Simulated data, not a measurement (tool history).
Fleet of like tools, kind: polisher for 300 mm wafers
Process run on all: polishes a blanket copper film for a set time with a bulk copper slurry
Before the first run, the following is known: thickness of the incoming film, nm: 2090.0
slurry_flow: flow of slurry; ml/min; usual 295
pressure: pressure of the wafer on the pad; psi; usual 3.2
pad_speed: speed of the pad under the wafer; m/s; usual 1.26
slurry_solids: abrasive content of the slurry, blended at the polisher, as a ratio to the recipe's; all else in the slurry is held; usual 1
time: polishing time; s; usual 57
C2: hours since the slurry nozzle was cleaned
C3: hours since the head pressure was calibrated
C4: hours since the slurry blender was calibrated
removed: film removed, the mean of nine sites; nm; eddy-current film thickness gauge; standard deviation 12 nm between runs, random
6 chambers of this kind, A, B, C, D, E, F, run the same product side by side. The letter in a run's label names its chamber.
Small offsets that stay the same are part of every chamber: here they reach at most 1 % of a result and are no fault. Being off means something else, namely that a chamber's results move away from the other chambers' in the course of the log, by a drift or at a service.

At hour 0.1: chamber C: worn pad replaced by a new one.
At hour 0.3: chamber F: worn pad replaced by a new one.
At hour 5.3: chamber A: worn pad replaced by a new one.
Run 1D, hour 7.6: usual settings; wafers polished on this pad 732; C2 108.4; C3 196.1; C4 59.5. Result: removed 883.44 nm.
Run 2E, hour 17.2: usual settings; wafers polished on this pad 702; C2 586.1; C3 386.6; C4 120.6. Result: removed 876.02 nm.
At hour 22.4: chamber E: head pressure recalibrated.
Run 3A, hour 25.1: usual settings; wafers polished on this pad 239; C2 352.2; C3 421.5; C4 348.7. Result: removed 892.83 nm.
Run 4F, hour 32.7: usual settings; wafers polished on this pad 390; C2 228.9; C3 206.5; C4 48.8. Result: removed 883.84 nm.
At hour 37.0: chamber D: worn pad replaced by a new one.
At hour 38.5: chamber B: worn pad replaced by a new one.
At hour 39.3: chamber E: worn pad replaced by a new one.
Run 5B, hour 42.3: usual settings; wafers polished on this pad 46; C2 339.1; C3 677.5; C4 400.9. Result: removed 898.68 nm.
At hour 46.0: chamber A: slurry blender recalibrated.
Run 6C, hour 52.9: usual settings; wafers polished on this pad 636; C2 82.7; C3 199.1; C4 172.3. Result: removed 894.68 nm.
Run 7F, hour 66.9: usual settings; wafers polished on this pad 801; C2 263.1; C3 240.7; C4 83.0. Result: removed 907.13 nm.
At hour 72.4: chamber A: slurry nozzle cleaned.
Run 8A, hour 82.7: usual settings; wafers polished on this pad 931; C2 10.3; C3 479.1; C4 36.8. Result: removed 899.28 nm.
Run 9D, hour 94.8: usual settings; wafers polished on this pad 695; C2 195.6; C3 283.3; C4 146.7. Result: removed 874.87 nm.
At hour 95.9: chamber C: worn pad replaced by a new one.
At hour 101.4: chamber F: worn pad replaced by a new one.
Run 10E, hour 101.9: usual settings; wafers polished on this pad 753; C2 670.8; C3 79.6; C4 205.3. Result: removed 894.85 nm.
At hour 106.4: chamber E: slurry blender recalibrated.
At hour 112.1: chamber A: worn pad replaced by a new one.
Run 11C, hour 115.5: usual settings; wafers polished on this pad 236; C2 145.3; C3 261.7; C4 234.9. Result: removed 902.57 nm.
At hour 122.2: chamber B: slurry nozzle cleaned.
At hour 125.5: chamber E: worn pad replaced by a new one.
Run 12B, hour 128.1: usual settings; wafers polished on this pad 1078; C2 5.9; C3 763.3; C4 486.7. Result: removed 881.80 nm.
At hour 138.0: chamber B: slurry blender recalibrated.
At hour 138.2: chamber D: worn pad replaced by a new one.
Run 13F, hour 141.5: usual settings; wafers polished on this pad 482; C2 337.7; C3 315.3; C4 157.6. Result: removed 900.54 nm.
At hour 152.4: chamber E: slurry nozzle cleaned.
Run 14D, hour 153.1: usual settings; wafers polished on this pad 179; C2 253.9; C3 341.6; C4 205.0. Result: removed 896.24 nm.
At hour 156.0: chamber B: worn pad replaced by a new one.
At hour 157.3: chamber B: head pressure recalibrated.
Run 15B, hour 165.6: usual settings; wafers polished on this pad 116; C2 43.4; C3 8.3; C4 27.7. Result: removed 776.23 nm.
Run 16C, hour 178.1: usual settings; wafers polished on this pad 989; C2 207.9; C3 324.3; C4 297.5. Result: removed 902.46 nm.
At hour 180.0: chamber C: worn pad replaced by a new one.
At hour 185.8: chamber F: slurry blender recalibrated.
At hour 188.4: chamber F: worn pad replaced by a new one.
Run 17A, hour 189.2: usual settings; wafers polished on this pad 927; C2 116.8; C3 585.6; C4 143.3. Result: removed 909.68 nm.
At hour 195.9: chamber C: slurry blender recalibrated.
Run 18E, hour 198.6: usual settings; wafers polished on this pad 879; C2 46.3; C3 176.3; C4 92.3. Result: removed 875.33 nm.
Run 19F, hour 212.0: usual settings; wafers polished on this pad 284; C2 408.2; C3 385.8; C4 26.3. Result: removed 901.18 nm.
At hour 212.3: chamber E: worn pad replaced by a new one.
At hour 221.9: chamber A: worn pad replaced by a new one.
Run 20D, hour 224.3: usual settings but slurry_flow 230 ml/min; wafers polished on this pad 1035; C2 325.1; C3 412.8; C4 276.2. Result: removed 871.59 nm.
At hour 227.0: chamber D: worn pad replaced by a new one.
Run 21C, hour 236.0: usual settings but slurry_flow 230 ml/min; wafers polished on this pad 674; C2 265.8; C3 382.2; C4 40.1. Result: removed 884.29 nm.
Run 22B, hour 250.2: usual settings but slurry_flow 230 ml/min; wafers polished on this pad 1133; C2 128.0; C3 92.9; C4 112.3. Result: removed 771.48 nm.
At hour 250.3: chamber D: slurry nozzle cleaned.
At hour 255.0: chamber C: slurry nozzle cleaned.
At hour 255.6: chamber D: slurry blender recalibrated.
Run 23A, hour 259.0: usual settings but slurry_flow 230 ml/min; wafers polished on this pad 446; C2 186.6; C3 655.4; C4 213.1. Result: removed 855.13 nm.
Run 24E, hour 266.2: usual settings but slurry_flow 230 ml/min; wafers polished on this pad 649; C2 113.9; C3 243.9; C4 159.9. Result: removed 861.64 nm.
At hour 270.4: chamber E: slurry blender recalibrated.
Run 25C, hour 275.8: usual settings but slurry_flow 230 ml/min; wafers polished on this pad 1152; C2 20.9; C3 422.0; C4 79.9. Result: removed 852.14 nm.
At hour 277.2: chamber C: worn pad replaced by a new one.
Run 26A, hour 284.2: usual settings; wafers polished on this pad 749; C2 211.8; C3 680.6; C4 238.3. Result: removed 897.58 nm.
At hour 286.4: chamber B: worn pad replaced by a new one.
At hour 293.4: chamber F: worn pad replaced by a new one.
Run 27D, hour 295.2: usual settings but pressure 2.6 psi; wafers polished on this pad 821; C2 44.9; C3 483.7; C4 39.7. Result: removed 731.53 nm.
Run 28F, hour 309.0: usual settings but pressure 2.6 psi; wafers polished on this pad 188; C2 505.2; C3 482.8; C4 123.3. Result: removed 717.20 nm.
At hour 316.5: chamber E: worn pad replaced by a new one.
Run 29B, hour 324.2: usual settings but pressure 2.6 psi; wafers polished on this pad 455; C2 202.0; C3 166.9; C4 186.3. Result: removed 634.79 nm.
At hour 324.6: chamber A: worn pad replaced by a new one.
At hour 332.1: chamber D: worn pad replaced by a new one.
Run 30E, hour 333.2: usual settings but pressure 2.6 psi; wafers polished on this pad 201; C2 180.9; C3 310.9; C4 62.9. Result: removed 721.29 nm.
Run 31F, hour 349.5: usual settings but pressure 2.6 psi; wafers polished on this pad 675; C2 545.7; C3 523.3; C4 163.8. Result: removed 729.12 nm.
Run 32B, hour 364.1: usual settings but pressure 2.6 psi; wafers polished on this pad 934; C2 241.9; C3 206.8; C4 226.2. Result: removed 635.80 nm.
At hour 369.9: chamber C: worn pad replaced by a new one.
Run 33C, hour 373.9: usual settings; wafers polished on this pad 49; C2 119.0; C3 520.1; C4 178.0. Result: removed 899.83 nm.
At hour 376.8: chamber F: slurry blender recalibrated.
Run 34A, hour 385.6: usual settings; wafers polished on this pad 734; C2 313.2; C3 782.0; C4 339.7. Result: removed 866.99 nm.
Run 35D, hour 393.5: usual settings; wafers polished on this pad 738; C2 143.2; C3 582.0; C4 138.0. Result: removed 878.85 nm.
At hour 394.0: chamber F: worn pad replaced by a new one.
At hour 397.1: chamber E: worn pad replaced by a new one.
At hour 398.2: chamber B: worn pad replaced by a new one.
Run 36E, hour 403.9: usual settings; wafers polished on this pad 82; C2 251.6; C3 381.6; C4 133.6. Result: removed 889.48 nm.
At hour 407.1: chamber A: worn pad replaced by a new one.
Run 37A, hour 413.9: usual settings; wafers polished on this pad 82; C2 341.5; C3 810.3; C4 368.0. Result: removed 874.21 nm.
At hour 416.1: chamber E: head pressure recalibrated.
At hour 420.3: chamber D: worn pad replaced by a new one.
Run 38C, hour 427.4: usual settings; wafers polished on this pad 692; C2 172.5; C3 573.6; C4 231.5. Result: removed 892.50 nm.
Run 39B, hour 442.4: usual settings; wafers polished on this pad 531; C2 320.2; C3 285.1; C4 304.5. Result: removed 791.95 nm.
Run 40E, hour 454.6: usual settings; wafers polished on this pad 692; C2 302.3; C3 38.5; C4 184.3. Result: removed 890.14 nm.
Run 41F, hour 465.1: usual settings; wafers polished on this pad 855; C2 661.3; C3 638.9; C4 88.4. Result: removed 883.97 nm.
Run 42D, hour 473.2: usual settings but slurry_flow 200 ml/min, pad_speed 0.94 m/s; wafers polished on this pad 636; C2 222.9; C3 661.7; C4 217.7. Result: removed 636.23 nm.

One chamber off, gauge drift, or nothing amiss beyond the chambers' own small offsets? If it is a chamber, which one, and what is the likeliest cause?

The work done on chamber B during a service left it standing apart from the others.
Likeliest cause: head's pressure below its setpoint, % = 11.9.

Here are 4 candidates for chamber B's next run, each the usual settings with a change, their results left as question marks. Which one brings its results back in line with what the others give on the usual settings?
Counts as in line when no further than this from what the other chambers average on the usual settings: removed 43.00 nm
Run 43B-1, hour 484.9: usual settings but slurry_solids 0.8. Result: removed ?.
Run 43B-2, hour 484.9: usual settings but pad_speed 1.28 m/s, time 58 s. Result: removed ?.
Run 43B-3, hour 484.9: usual settings but pressure 3.1 psi, pad_speed 1.20 m/s, time 54 s. Result: removed ?.
Run 43B-4, hour 484.9: usual settings but pad_speed 1.34 m/s, time 61 s. Result: removed ?.

Average result of the remaining chambers running the usual settings: removed 889.43 nm
  run  removed
43B-1   741.43
43B-2   803.10
43B-3   679.56
43B-4   883.88
43B-4 brings the chamber back in line.
